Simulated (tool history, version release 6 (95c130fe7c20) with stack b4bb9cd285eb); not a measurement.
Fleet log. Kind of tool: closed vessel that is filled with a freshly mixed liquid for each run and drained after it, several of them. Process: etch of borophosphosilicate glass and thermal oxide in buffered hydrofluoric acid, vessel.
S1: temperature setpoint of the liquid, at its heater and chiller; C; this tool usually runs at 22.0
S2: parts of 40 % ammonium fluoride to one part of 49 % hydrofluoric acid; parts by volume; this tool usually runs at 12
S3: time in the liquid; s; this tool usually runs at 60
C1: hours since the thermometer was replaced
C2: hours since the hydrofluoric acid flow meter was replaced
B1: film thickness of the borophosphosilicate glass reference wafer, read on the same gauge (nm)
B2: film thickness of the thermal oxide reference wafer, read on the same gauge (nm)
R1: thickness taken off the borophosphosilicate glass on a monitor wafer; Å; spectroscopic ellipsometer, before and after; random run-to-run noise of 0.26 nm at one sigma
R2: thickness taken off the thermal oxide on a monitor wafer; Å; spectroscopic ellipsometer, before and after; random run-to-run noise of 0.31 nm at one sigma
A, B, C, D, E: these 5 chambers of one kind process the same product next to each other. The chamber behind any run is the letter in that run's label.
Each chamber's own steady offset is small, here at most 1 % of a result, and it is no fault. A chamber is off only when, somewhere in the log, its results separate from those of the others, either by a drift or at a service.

run   hour    S1  S2  S3      C1      C2      B1      B2      R1      R2
 1A   10.8  22.0  12  60   567.5  1707.8  60.012  30.000  561.78  520.93
 2D   20.4  22.0  12  60   405.4   627.1  59.976  30.015  560.69  521.44
 3C   35.8  22.0  12  60  2156.9  1006.2  60.017  29.997  558.64  518.84
 4E   45.5  22.0  12  60   257.8   263.9  60.015  29.988  552.23  519.49
 5B   57.6  22.0  12  60  1911.8   236.5  60.014  29.990  560.44  517.57
 6C   73.4  22.0  12  60  2194.5  1043.8  60.015  29.995  557.84  521.69
      75.7  -- chamber C: thermometer replaced
 7E   83.5  22.0  12  60   295.8   301.9  60.026  30.000  556.24  523.86
      84.1  -- chamber A: thermometer replaced
 8B   94.4  22.0  12  60  1948.6   273.3  60.011  29.991  561.83  517.44
 9D  108.1  22.0  12  60   493.1   714.8  59.984  30.003  564.37  522.77
     119.5  -- chamber B: thermometer replaced
10A  119.9  22.0  12  60    35.9  1816.9  59.989  29.997  566.84  524.15
11C  129.9  22.0  12  60    54.2  1100.3  60.021  30.002  563.89  513.61
12D  144.7  22.0  12  60   529.7   751.4  60.034  30.024  562.98  519.59
13A  156.4  17.5  12  60    72.4  1853.4  59.954  29.992  437.28  404.11
14E  169.0  17.5  12  60   381.3   387.4  60.010  30.004  432.21  404.62
     172.0  -- chamber A: hydrofluoric acid flow meter replaced
15B  183.2  17.5  12  60    63.7   362.1  60.020  30.014  436.02  402.37
16D  198.7  17.5  12  60   583.7   805.4  59.986  30.013  439.14  406.11
17C  208.3  17.5  12  60   132.6  1178.7  60.018  29.990  441.15  402.73
18A  215.6  22.0  12  60   131.6    43.7  59.990  29.990  557.79  522.83
19E  224.2  22.0  12  60   436.5   442.6  59.993  30.010  555.91  516.37
20B  239.6  22.0  12  60   120.1   418.5  60.000  30.021  560.28  514.67
21B  251.7  22.0  12  60   132.2   430.6  60.018  29.986  562.62  521.05
22A  264.8  22.0  12  60   180.8    92.9  59.981  29.982  560.27  515.29
23C  275.3  22.0  12  60   199.6  1245.7  60.003  29.999  562.77  525.46
     289.3  -- chamber B: hydrofluoric acid flow meter replaced
24E  290.7  22.0  12  60   503.0   509.1  59.957  29.984  557.88  517.24
25D  302.2  22.0  12  60   687.2   908.9  60.007  29.994  562.11  522.86
26C  316.3  22.0  12  60   240.6  1286.7  59.977  30.010  562.13  521.00
27A  330.2  22.0  12  60   246.2   158.3  59.983  29.991  561.72  516.83
28B  343.7  22.0  12  60   224.2    54.5  60.026  30.005  561.76  517.18
29E  358.0  22.0  12  60   570.3   576.4  59.980  29.987  557.38  521.56
     368.6  -- chamber D: hydrofluoric acid flow meter replaced
30D  369.5  20.5  14  60   754.5     0.9  60.031  29.987  443.69  412.14
31E  385.6  20.5  14  60   597.9   604.0  59.983  29.991  436.24  407.54
32A  397.5  20.5  14  60   313.5   225.6  59.987  29.992  442.90  408.13
33D  413.4  20.5  14  60   798.4    44.8  60.013  29.982  443.04  412.95
34B  423.0  20.5  14  60   303.5   133.8  60.042  29.999  444.64  410.61
35C  437.0  22.0  12  60   361.3  1407.4  59.977  29.987  561.27  518.82
36D  450.8  22.0  12  60   835.8    82.2  60.004  29.996  560.16  518.19
37B  460.7  22.0  12  60   341.2   171.5  60.022  30.007  558.48  514.80
38A  472.4  22.0  12  60   388.4   300.5  60.004  29.996  558.66  518.77
39E  480.5  22.0  12  60   692.8   698.9  59.991  29.983  556.02  521.28
40C  494.9  22.0  12  60   419.2  1465.3  59.993  30.008  564.49  518.11
41C  510.3  22.0  12  60   434.6  1480.7  59.994  30.014  562.48  522.62

One chamber off, gauge drift, or nothing amiss beyond the chambers' own small offsets? If it is a chamber, which one, and what is the likeliest cause?

The fleet is healthy, with each chamber sitting at its usual small offset and no drift in the gauge.

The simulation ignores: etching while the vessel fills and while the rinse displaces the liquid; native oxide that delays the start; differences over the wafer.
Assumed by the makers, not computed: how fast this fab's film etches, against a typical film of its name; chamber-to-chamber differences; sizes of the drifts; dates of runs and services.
